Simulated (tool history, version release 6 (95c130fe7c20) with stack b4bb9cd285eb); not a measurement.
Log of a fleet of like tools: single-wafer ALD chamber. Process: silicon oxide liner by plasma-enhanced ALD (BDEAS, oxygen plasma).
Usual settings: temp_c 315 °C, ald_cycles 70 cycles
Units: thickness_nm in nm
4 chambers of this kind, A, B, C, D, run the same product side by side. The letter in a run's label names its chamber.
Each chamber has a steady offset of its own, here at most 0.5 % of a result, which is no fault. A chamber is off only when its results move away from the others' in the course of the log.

run	hour	temp_c	ald_cycles	hours since the last thermocouple change	read-back reference wafer on the same gauge, thickness_nm	thickness_nm
1A	7.3	315	70	1333.2	6.4012	6.4173
2D	13.3	315	70	1640.2	6.3959	6.3198
3C	18.4	315	70	2437.2	6.3988	6.4095
4B	22.2	315	70	402.5	6.4001	6.3708
5A	27.0	308	60	1352.9	6.3982	5.5298
6B	31.3	308	60	411.6	6.4039	5.4898
# hour 36.2: chamber C: thermocouple changed; heater temperature recalibrated
7C	38.5	308	60	2.4	6.3992	5.5327
8D	45.5	308	60	1672.4	6.4014	5.5277
9C	52.3	315	70	16.2	6.3960	6.4111
10D	60.6	315	70	1687.5	6.4017	6.3716
11A	65.9	315	70	1391.8	6.4048	6.3663
12B	74.1	315	70	454.4	6.3988	6.3796
13A	79.4	315	70	1405.3	6.4004	6.3243
14C	86.7	315	70	50.6	6.4024	6.4451
15D	94.9	315	70	1721.8	6.4011	6.3752
16B	100.4	315	70	480.7	6.3961	6.3576
17D	106.9	315	81	1733.8	6.4045	7.3847
18C	112.9	315	81	76.8	6.4038	7.3760
19B	116.7	315	81	497.0	6.3990	7.3522
20A	122.8	315	81	1448.7	6.4001	7.3845
21B	128.9	315	70	509.2	6.3946	6.3325
22C	137.3	315	70	101.2	6.3953	6.3926
23A	146.0	309	65	1471.9	6.3975	5.9609
24D	153.9	309	65	1780.8	6.3996	5.9719
25C	157.9	309	65	121.8	6.3953	6.0065
26D	162.2	309	65	1789.1	6.3954	5.9337
27A	168.9	315	70	1494.8	6.3955	6.3676
28B	176.4	315	70	556.7	6.4063	6.4012
29C	182.1	315	70	146.0	6.3987	6.3725
30D	190.5	315	70	1817.4	6.4000	6.4128
31B	198.0	315	70	578.3	6.4000	6.3387
32A	206.2	315	70	1532.1	6.4000	6.3972
33B	210.2	315	70	590.5	6.4060	6.3331
34D	218.5	315	70	1845.4	6.3988	6.3709
35C	226.0	315	70	189.9	6.3983	6.4200
36A	232.3	315	70	1558.2	6.4005	6.3815
37B	237.5	315	70	617.8	6.3971	6.3879
38C	243.6	315	70	207.5	6.4071	6.3631
39A	252.2	315	70	1578.1	6.4010	6.3545
40D	258.0	315	70	1884.9	6.4065	6.4017
41D	262.6	315	70	1889.5	6.3903	6.3738

Next, every chamber runs the same settings. What will each give?
42A	268.9	315	70			?
42B	268.9	315	70			?
42C	268.9	315	70			?
42D	268.9	315	70			?

run	thickness_nm
42A	6.3598
42B	6.3765
42C	6.4217
42D	6.4388
